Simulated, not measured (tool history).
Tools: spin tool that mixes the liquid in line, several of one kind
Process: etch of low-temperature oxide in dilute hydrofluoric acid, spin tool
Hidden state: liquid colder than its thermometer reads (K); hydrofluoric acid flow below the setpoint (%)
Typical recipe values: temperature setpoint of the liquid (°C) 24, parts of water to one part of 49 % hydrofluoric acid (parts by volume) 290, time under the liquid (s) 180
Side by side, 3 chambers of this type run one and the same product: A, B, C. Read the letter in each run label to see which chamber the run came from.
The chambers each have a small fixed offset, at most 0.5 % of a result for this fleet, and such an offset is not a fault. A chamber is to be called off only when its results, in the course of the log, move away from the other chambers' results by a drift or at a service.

run	hour	temperature setpoint of the liquid (°C)	parts of water to one part of 49 % hydrofluoric acid (parts by volume)	time under the liquid (s)	hours since the thermometer was replaced	hours since the hydrofluoric acid flow meter was replaced	read-back film thickness of the low-temperature oxide reference wafer, read on the same gauge (nm)	thickness taken off the low-temperature oxide on a monitor wafer (angstrom)
1A	4.2	24	290	180	285.5	235.7	60.038	53.664
2C	8.5	24	290	180	860.5	1048.3	59.959	53.629
3B	11.9	24	290	180	15.8	1702.2	59.976	53.605
4A	16	24	290	180	297.3	247.5	60.018	53.196
5C	22	24	290	180	874	1061.8	59.985	53.498
6B	26	24	290	180	29.9	1716.3	59.961	53.75
7A	31.6	24	290	180	312.9	263.1	59.983	53.533
8B	35.1	24	290	180	39	1725.4	60.028	53.297
9C	38.4	24	290	180	890.4	1078.2	59.991	53.08
10A	42.7	24	290	180	324	274.2	60.032	53.117
11C	47.7	24	290	180	899.7	1087.5	59.981	53.831
12B	51.3	24	290	180	55.2	1741.6	59.989	53.521
13C	55.7	24	290	180	907.7	1095.5	59.994	53.619
14B	59.9	24	290	180	63.8	1750.2	59.972	53.475
# hour 63.9: chamber B: hydrofluoric acid flow meter replaced
15A	64.7	22	290	180	346	296.2	59.952	49.473
# hour 65.8: chamber C: thermometer replaced
16A	67.5	22	290	180	348.8	299	59.99	49.625
17B	70.2	22	290	180	74.1	6.3	60.013	50.338
18C	73	24	175	180	7.3	1112.8	59.997	98.966
19C	78.3	24	175	180	12.6	1118.1	59.941	99.812
20B	81.4	24	175	180	85.3	17.5	60.012	100.9
# hour 85.3: chamber C: hydrofluoric acid flow meter replaced
21A	86.5	24	290	180	367.8	318	59.985	53.438
22B	90.8	24	290	180	94.7	26.9	60.069	53.893
23C	95.9	24	290	180	30.2	10.7	59.99	53.512
24A	101.2	24	290	180	382.5	332.7	60.045	53.605
25A	107.1	24	290	180	388.4	338.6	59.99	53.561
26B	112.9	24	290	180	116.8	49	59.961	53.631
27C	116.1	27.5	290	105	50.4	30.9	60.011	35.093
28C	121.8	27.5	290	105	56.1	36.6	59.961	35.023

Each of the 3 chambers runs these same settings next. Fill in every chamber's results:
29A	126	24	290	245				?
29B	126	24	290	245				?
29C	126	24	290	245				?

run	thickness taken off the low-temperature oxide on a monitor wafer (angstrom)
29A	73.57
29B	73.199
29C	72.267
